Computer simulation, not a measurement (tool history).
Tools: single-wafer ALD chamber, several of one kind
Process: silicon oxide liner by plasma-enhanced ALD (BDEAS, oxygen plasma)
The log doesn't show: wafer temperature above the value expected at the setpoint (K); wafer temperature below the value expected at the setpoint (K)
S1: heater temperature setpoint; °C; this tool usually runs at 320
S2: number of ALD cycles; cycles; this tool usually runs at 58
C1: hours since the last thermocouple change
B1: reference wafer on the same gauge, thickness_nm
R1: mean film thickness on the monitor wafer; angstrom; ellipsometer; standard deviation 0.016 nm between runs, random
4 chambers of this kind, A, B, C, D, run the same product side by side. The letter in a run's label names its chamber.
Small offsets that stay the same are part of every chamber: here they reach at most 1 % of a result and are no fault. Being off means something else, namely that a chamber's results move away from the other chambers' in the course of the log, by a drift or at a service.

run	hour	S1	S2	C1	B1	R1
1D	8.6	320	58	598.0	5.6823	52.650
2C	19.6	320	58	857.3	5.6838	52.341
3A	31.8	320	58	1095.1	5.6802	52.480
4B	40.0	320	58	684.3	5.6820	52.961
5B	47.4	320	58	691.7	5.6762	52.515
6D	60.6	320	58	650.0	5.6826	52.761
7A	73.7	320	58	1137.0	5.6784	52.714
8C	80.3	320	58	918.0	5.6811	52.331
9A	91.1	320	58	1154.4	5.6803	52.376
10C	98.2	320	58	935.9	5.6817	52.436
11B	107.1	320	58	751.4	5.6790	52.766
12D	118.4	320	58	707.8	5.6819	52.914
13C	131.4	320	58	969.1	5.6744	52.387
14D	138.3	320	58	727.7	5.6797	53.033
15B	150.8	320	58	795.1	5.6779	52.639
16A	161.8	320	58	1225.1	5.6795	52.610
17A	171.4	329	51	1234.7	5.6805	45.724
18C	178.3	329	51	1016.0	5.6765	45.138
19D	186.5	329	51	775.9	5.6795	45.655
20B	198.2	329	51	842.5	5.6782	45.734
21A	204.5	320	58	1267.8	5.6797	52.598
22B	215.0	320	51	859.3	5.6803	46.390
23C	228.6	320	51	1066.3	5.6808	45.899
24D	242.1	320	51	831.5	5.6794	46.518
25B	255.7	320	51	900.0	5.6839	46.091
26A	263.3	320	58	1326.6	5.6816	52.534
27D	270.8	320	58	860.2	5.6806	52.712

All 4 chambers run these settings next. Forecast each chamber's results:
28A	281.1	320	67			?
28B	281.1	320	67			?
28C	281.1	320	67			?
28D	281.1	320	67			?

run	R1
28A	60.434
28B	60.762
28C	60.021
28D	60.499
